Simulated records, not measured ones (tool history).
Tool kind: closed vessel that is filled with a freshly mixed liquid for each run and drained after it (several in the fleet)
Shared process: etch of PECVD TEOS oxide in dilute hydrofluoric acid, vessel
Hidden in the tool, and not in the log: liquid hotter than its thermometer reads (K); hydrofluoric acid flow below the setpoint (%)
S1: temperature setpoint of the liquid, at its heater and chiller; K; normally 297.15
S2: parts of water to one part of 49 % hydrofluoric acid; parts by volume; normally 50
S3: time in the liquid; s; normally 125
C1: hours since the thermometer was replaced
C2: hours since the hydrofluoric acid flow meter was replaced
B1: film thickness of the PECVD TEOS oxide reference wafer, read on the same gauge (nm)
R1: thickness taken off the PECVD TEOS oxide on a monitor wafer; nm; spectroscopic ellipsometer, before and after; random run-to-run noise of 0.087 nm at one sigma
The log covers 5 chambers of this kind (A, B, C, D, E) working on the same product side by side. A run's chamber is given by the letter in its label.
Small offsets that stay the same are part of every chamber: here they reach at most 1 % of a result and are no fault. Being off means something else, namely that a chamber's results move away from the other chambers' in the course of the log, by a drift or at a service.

run,hour,S1,S2,S3,C1,C2,B1,R1
1D,6.7,297.15,50,125,764.2,275.0,70.021,22.983
2C,16.3,297.15,50,125,824.1,557.3,70.011,22.918
3A,25.1,297.15,50,125,242.5,1261.9,70.007,23.024
4B,36.8,297.15,50,125,161.0,627.6,69.985,22.712
5E,45.3,297.15,50,125,533.8,498.3,69.992,22.847
6B,51.8,297.15,50,125,176.0,642.6,70.018,22.772
7A,62.5,297.15,50,125,279.9,1299.3,70.033,22.925
8E,73.5,297.15,50,125,562.0,526.5,70.011,22.779
9D,80.7,297.15,50,125,838.2,349.0,70.048,22.999
10C,91.3,297.15,50,125,899.1,632.3,70.029,22.892
11B,99.2,297.15,50,125,223.4,690.0,69.989,22.766
12A,106.5,297.15,50,125,323.9,1343.3,69.974,22.997
13D,116.5,297.15,50,125,874.0,384.8,70.004,22.712
14C,126.4,297.15,50,125,934.2,667.4,70.003,22.790
15E,133.5,297.15,50,125,622.0,586.5,70.013,22.813
16C,143.5,297.15,50,125,951.3,684.5,70.032,22.927
17D,150.4,297.15,50,125,907.9,418.7,70.001,22.763
18A,157.8,297.15,50,125,375.2,1394.6,69.990,23.078
19E,163.5,297.15,50,125,652.0,616.5,69.963,22.814
20B,172.7,297.15,70,95,296.9,763.5,69.940,11.949
21C,180.8,297.15,70,95,988.6,721.8,69.983,12.037
22B,190.2,297.15,70,95,314.4,781.0,69.960,11.981
23E,202.0,297.15,70,95,690.5,655.0,70.009,11.987
24A,207.2,297.15,70,95,424.6,1444.0,70.031,12.134
25D,216.9,297.15,50,125,974.4,485.2,70.019,22.612
26C,223.0,297.15,50,125,1030.8,764.0,70.042,23.066
27E,231.9,297.15,50,125,720.4,684.9,69.979,22.573
28B,239.8,297.15,50,125,364.0,830.6,69.961,22.615
29D,250.0,297.15,50,125,1007.5,518.3,70.003,22.298
30A,259.7,299.15,50,180,477.1,1496.5,69.967,35.968
31B,271.0,299.15,50,180,395.2,861.8,69.996,35.459
32D,277.3,299.15,50,180,1034.8,545.6,69.999,34.634
33A,285.1,299.15,50,180,502.5,1521.9,70.015,35.820
34E,292.0,299.15,50,180,780.5,745.0,70.029,35.628
35C,299.4,297.15,60,125,1107.2,840.4,69.982,18.640
36C,306.5,297.15,60,125,1114.3,847.5,70.003,18.847
37D,317.7,297.15,60,125,1075.2,586.0,69.995,18.227
38E,325.4,297.15,60,125,813.9,778.4,70.006,18.798
39B,334.7,297.15,60,125,458.9,925.5,69.991,18.669
40A,343.4,297.15,50,125,560.8,1580.2,69.944,23.057

Each of the 5 chambers runs these same settings next. Fill in every chamber's results:
41A,351.9,301.65,50,125,,,,?
41B,351.9,301.65,50,125,,,,?
41C,351.9,301.65,50,125,,,,?
41D,351.9,301.65,50,125,,,,?
41E,351.9,301.65,50,125,,,,?

run,R1
41A,27.506
41B,27.226
41C,27.381
41D,26.286
41E,27.363
